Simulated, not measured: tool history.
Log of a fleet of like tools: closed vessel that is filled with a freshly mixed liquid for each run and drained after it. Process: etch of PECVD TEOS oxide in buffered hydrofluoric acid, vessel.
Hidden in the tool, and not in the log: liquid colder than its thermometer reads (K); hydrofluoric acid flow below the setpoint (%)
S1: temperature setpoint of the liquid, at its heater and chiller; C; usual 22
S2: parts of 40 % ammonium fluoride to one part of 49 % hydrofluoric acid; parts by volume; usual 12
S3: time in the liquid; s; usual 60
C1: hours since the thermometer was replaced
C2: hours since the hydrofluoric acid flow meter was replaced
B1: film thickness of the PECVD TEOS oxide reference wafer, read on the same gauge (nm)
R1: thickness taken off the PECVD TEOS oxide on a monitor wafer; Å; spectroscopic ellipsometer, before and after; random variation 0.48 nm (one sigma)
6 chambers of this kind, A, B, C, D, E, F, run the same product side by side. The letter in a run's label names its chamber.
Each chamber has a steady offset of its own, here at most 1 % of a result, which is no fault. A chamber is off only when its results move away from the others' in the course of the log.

run   hour  S1   S2  S3      C1      C2      B1      R1
 1F    6.2  22   12  60   191.9     293  29.981  889.91
 2A     11  22   12  60  2632.2    91.2  29.989  877.02
 3C   14.6  22   12  60   912.9   425.6  29.996  883.68
 4D   19.1  22   12  60  1936.4  1033.4  30.002  894.24
 5E   23.3  22   15  60   809.3   841.9  29.997  716.53
 6B   31.2  22   15  60   647.7  1194.1  30.013  703.48
      33.8  -- chamber A: thermometer replaced
 7C   35.2  22   15  60   933.5   446.2  30.018  704.25
 8B   40.1  22   15  60   656.6    1203  29.999  707.75
 9A   47.5  22   15  60    13.7   127.7  30.002  711.24
10D   55.4  22   15  60  1972.7  1069.7  30.013   714.4
11E   59.4  22   12  60   845.4     878  30.006  888.22
12F   63.1  22   12  60   248.8   349.9  30.002  889.98
13B   71.3  22   12  60   687.8  1234.2  30.005  875.06
14D   76.6  22   12  60  1993.9  1090.9      30  895.47
15C   81.3  22   12  60   979.6   492.3  29.986  876.33
16E   86.6  22   12  60   872.6   905.2  30.001  881.22
17F   94.7  22   12  60   280.4   381.5  30.009   886.3
18A  100.8  22  8.5  60      67     181  30.005  1214.3
19B  106.1  22  8.5  60   722.6    1269  30.005  1181.1
20D  114.4  22  8.5  60  2031.7  1128.7  30.007  1200.7
21F  118.1  22  8.5  60   303.8   404.9  30.008  1193.2
22A  123.8  22  8.5  60      90     204  30.004  1220.5
23C  128.8  22  8.5  60  1027.1   539.8  29.991  1194.9
24E  137.1  22   12  60   923.1   955.7  29.992  887.15
25D  144.4  22   12  60  2061.7  1158.7  29.992  883.03
26C  152.7  22   12  90    1051   563.7  29.976  1320.2
27E  158.2  22   12  90   944.2   976.8  29.973  1322.9
28B  162.9  22   12  90   779.4  1325.8  30.011  1273.5
29A  168.1  22   12  90   134.3   248.3  30.001  1330.6
30F  171.9  22   12  90   357.6   458.7  29.993  1330.3
31D  179.6  22   12  90  2096.9  1193.9  29.991  1331.8
32C  187.2  22   12  60  1085.5   598.2  29.996  879.01
33B  193.2  20  7.5  60   809.7  1356.1  29.998  1168.1
34E  198.8  20  7.5  60   984.8  1017.4  29.981  1228.6
35F  206.7  20  7.5  60   392.4   493.5  29.999  1229.2
36A  211.9  20  7.5  60   178.1   292.1  29.982  1244.1
37F  218.2  20  7.5  60   403.9     505  30.023  1222.4
38D  224.9  20  7.5  60  2142.2  1239.2  29.985  1221.4
39B    230  22   12  60   846.5  1392.9  29.997  827.22
40C  237.4  22   12  60  1135.7   648.4  29.985  885.81
41E  245.7  22   12  60  1031.7  1064.3  29.998  887.86
42A  251.3  22   12  60   217.5   331.5  30.018   899.8
43B  255.6  22   12  60   872.1  1418.5  29.993   820.8
44D  260.3  22   12  60  2177.6  1274.6  30.017  886.68

Is one chamber off against the others, does the gauge drift, or is nothing wrong? If a chamber is off, say which, and what the likeliest cause is.

Chamber B drifts away from the others.
Cause: hydrofluoric acid flow below the setpoint (%) = 7.6.
The log may not tell that from: liquid colder than its thermometer reads (K).

Here are 4 candidates for chamber B's next run, each the usual settings with a change, their results left as question marks. Which one brings its results back in line with what the others give on the usual settings?
In line means no further than this from the other chambers' mean on the usual settings: R1 17 Å
45B-1  266.3  22  12.5  60               ?
45B-2  266.3  22    12  65               ?
45B-3  266.3  22    13  60               ?
45B-4  266.3  22  11.5  60               ?

The other chambers' mean on the usual settings: R1 886.37 Å
  run      R1
45B-1   788.4
45B-2  889.49
45B-3  758.24
45B-4  856.61
45B-2 brings the chamber back in line.

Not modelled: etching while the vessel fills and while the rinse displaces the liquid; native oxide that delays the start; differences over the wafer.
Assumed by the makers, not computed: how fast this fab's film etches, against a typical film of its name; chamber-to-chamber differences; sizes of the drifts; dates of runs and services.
